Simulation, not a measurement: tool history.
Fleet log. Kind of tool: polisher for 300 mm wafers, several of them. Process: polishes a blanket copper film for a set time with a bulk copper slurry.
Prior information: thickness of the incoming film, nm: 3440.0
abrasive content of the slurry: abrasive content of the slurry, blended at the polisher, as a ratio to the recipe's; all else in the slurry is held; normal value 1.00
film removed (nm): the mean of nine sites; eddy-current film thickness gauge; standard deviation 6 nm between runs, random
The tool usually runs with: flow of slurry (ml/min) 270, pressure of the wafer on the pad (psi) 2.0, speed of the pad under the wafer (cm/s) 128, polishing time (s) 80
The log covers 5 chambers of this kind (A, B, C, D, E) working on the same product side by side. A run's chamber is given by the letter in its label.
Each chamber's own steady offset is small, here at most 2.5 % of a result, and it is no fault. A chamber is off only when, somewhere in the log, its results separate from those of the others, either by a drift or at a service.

run   hour  flow of slurry (ml/min)  pressure of the wafer on the pad (psi)  speed of the pad under the wafer (cm/s)  abrasive content of the slurry  polishing time (s)  wafers polished on this pad  hours since the slurry nozzle was cleaned  hours since the head pressure was calibrated  hours since the slurry blender was calibrated  film removed (nm)
 1E   11.7                      270                                     2.0                                      128                            1.00                  80                          232                                      466.0                                         253.4                                          135.2             531.91
 2A   22.7                      270                                     2.0                                      128                            1.00                  80                          190                                      395.7                                          52.4                                          254.3             528.02
      23.5  -- chamber B: worn pad replaced by a new one
 3C   29.0                      270                                     2.0                                      128                            1.00                  80                          204                                      123.2                                         302.4                                          167.7             538.41
 4D   39.7                      270                                     2.0                                      128                            1.00                  80                          887                                       95.1                                         123.3                                          149.5             541.32
 5B   49.8                      270                                     2.0                                      128                            1.00                  80                          168                                       90.3                                         152.5                                          242.0             539.80
      55.7  -- chamber A: slurry blender recalibrated
 6C   56.1                      270                                     2.6                                      152                            1.00                  80                          377                                      150.3                                         329.5                                          194.8             838.24
      57.7  -- chamber A: slurry nozzle cleaned
      60.0  -- chamber E: slurry nozzle cleaned
 7E   66.8                      270                                     2.6                                      152                            1.00                  80                          584                                        6.8                                         308.5                                          190.3             814.75
 8B   74.4                      270                                     2.6                                      152                            1.00                  80                          325                                      114.9                                         177.1                                          266.6             816.88
      79.5  -- chamber D: worn pad replaced by a new one
 9D   84.3                      270                                     2.6                                      152                            1.00                  80                           30                                      139.7                                         167.9                                          194.1             847.33
      84.5  -- chamber A: worn pad replaced by a new one
      87.2  -- chamber E: slurry blender recalibrated
10A   90.7                      270                                     2.6                                      152                            1.00                  80                           39                                       33.1                                         120.4                                           35.0             835.18
11C  103.2                      270                                     2.0                                      128                            1.00                  80                          677                                      197.4                                         376.6                                          241.9             543.23
     104.4  -- chamber C: worn pad replaced by a new one
     107.8  -- chamber B: slurry blender recalibrated
12D  117.2                      270                                     2.0                                      128                            1.00                  80                          240                                      172.6                                         200.8                                          227.0             530.17
     118.2  -- chamber E: worn pad replaced by a new one
     122.2  -- chamber C: slurry blender recalibrated
13B  125.5                      270                                     2.0                                      128                            1.00                  80                          651                                      166.0                                         228.2                                           17.7             546.51
14E  134.3                      270                                     2.0                                      128                            1.00                  80                          103                                       74.3                                         376.0                                           47.1             529.39
     134.8  -- chamber C: slurry nozzle cleaned
15A  147.3                      270                                     2.0                                      128                            1.00                  80                          400                                       89.7                                         177.0                                           91.6             549.42
16C  159.2                      270                                     2.0                                      128                            1.00                  80                          350                                       24.5                                         432.6                                           37.1             552.83
17D  167.8                      270                                     2.0                                      128                            1.00                  80                          563                                      223.2                                         251.4                                          277.6             553.20
18B  175.7                      270                                     2.0                                      128                            1.00                  80                          971                                      216.2                                         278.4                                           67.9             537.68
     179.8  -- chamber A: worn pad replaced by a new one
19A  185.1                      355                                     2.0                                      128                            0.85                  80                           34                                      127.5                                         214.8                                          129.4             530.48
     186.1  -- chamber B: worn pad replaced by a new one
20E  196.0                      355                                     2.0                                      128                            0.85                  80                          497                                      136.0                                         437.7                                          108.8             511.66
21D  202.7                      355                                     2.0                                      128                            0.85                  80                          786                                      258.1                                         286.3                                          312.5             541.67
22B  209.5                      355                                     2.0                                      128                            0.85                  80                          149                                      250.0                                         312.2                                          101.7             533.71
     222.2  -- chamber C: worn pad replaced by a new one
23E  223.4                      355                                     2.0                                      128                            0.85                  80                          672                                      163.4                                         465.1                                          136.2             526.35
24C  232.8                      270                                     2.0                                      128                            1.00                  80                           67                                       98.1                                         506.2                                          110.7             540.60
25A  244.9                      270                                     2.0                                      128                            1.00                  80                          415                                      187.3                                         274.6                                          189.2             535.98
     254.2  -- chamber A: worn pad replaced by a new one
26C  258.9                      270                                     2.0                                      128                            1.00                  80                          234                                      124.2                                         532.3                                          136.8             559.56
     269.4  -- chamber D: worn pad replaced by a new one
27A  273.1                      270                                     2.0                                      128                            1.00                  80                          121                                      215.5                                         302.8                                          217.4             540.69
28D  287.0                      270                                     2.0                                      154                            1.00                  80                          112                                      342.4                                         370.6                                          396.8             655.11
     287.4  -- chamber A: slurry blender recalibrated
29E  294.7                      270                                     2.0                                      154                            1.00                  80                         1127                                      234.7                                         536.4                                          207.5             642.23
     298.8  -- chamber E: worn pad replaced by a new one
30B  308.3                      270                                     2.0                                      154                            1.00                  80                          780                                      348.8                                         411.0                                          200.5             645.14
31D  316.2                      270                                     2.0                                      154                            1.00                  80                          298                                      371.6                                         399.8                                          426.0             639.29
     325.3  -- chamber D: slurry blender recalibrated
32C  326.2                      270                                     2.0                                      154                            1.00                  80                          664                                      191.5                                         599.6                                          204.1             665.68
     331.2  -- chamber A: worn pad replaced by a new one
33E  339.3                      270                                     2.0                                      128                            1.00                  80                          258                                      279.3                                         581.0                                          252.1             533.65
     342.1  -- chamber E: slurry blender recalibrated
     343.3  -- chamber C: slurry blender recalibrated
     347.4  -- chamber C: worn pad replaced by a new one
34B  347.9                      270                                     2.0                                      128                            1.00                  80                         1033                                      388.4                                         450.6                                          240.1             545.26
     356.0  -- chamber C: slurry nozzle cleaned
35A  361.2                      270                                     2.0                                      128                            1.00                  80                          191                                      303.6                                         390.9                                           73.9             538.32
36C  371.2                      270                                     2.0                                      128                            1.00                  80                          152                                       15.2                                         644.6                                           28.0             559.66
     384.5  -- chamber D: slurry nozzle cleaned
37E  384.8                      270                                     2.0                                      128                            1.00                  80                          549                                      324.8                                         626.5                                           42.7             532.42
     388.1  -- chamber B: worn pad replaced by a new one
38A  397.7                      335                                     2.0                                      128                            1.00                  80                          424                                      340.1                                         427.4                                          110.4             557.93
39D  411.3                      335                                     2.0                                      128                            1.00                  80                          906                                       26.8                                         494.9                                           86.1             550.97
40B  421.2                      335                                     2.0                                      128                            1.00                  80                          211                                      461.7                                         523.9                                          313.4             550.45
41E  430.1                      335                                     2.0                                      128                            1.00                  80                          838                                      370.1                                         671.8                                           88.0             534.16

Next, all 5 chambers run the settings below, one line each with question marks for the results. What does each chamber give?
42A  440.3                      270                                     2.0                                      128                            1.00                  80                                                                                                                                                                                       ?
42B  440.3                      270                                     2.0                                      128                            1.00                  80                                                                                                                                                                                       ?
42C  440.3                      270                                     2.0                                      128                            1.00                  80                                                                                                                                                                                       ?
42D  440.3                      270                                     2.0                                      128                            1.00                  80                                                                                                                                                                                       ?
42E  440.3                      270                                     2.0                                      128                            1.00                  80                                                                                                                                                                                       ?

run  film removed (nm)
42A             529.38
42B             537.34
42C             535.74
42D             545.61
42E             536.32
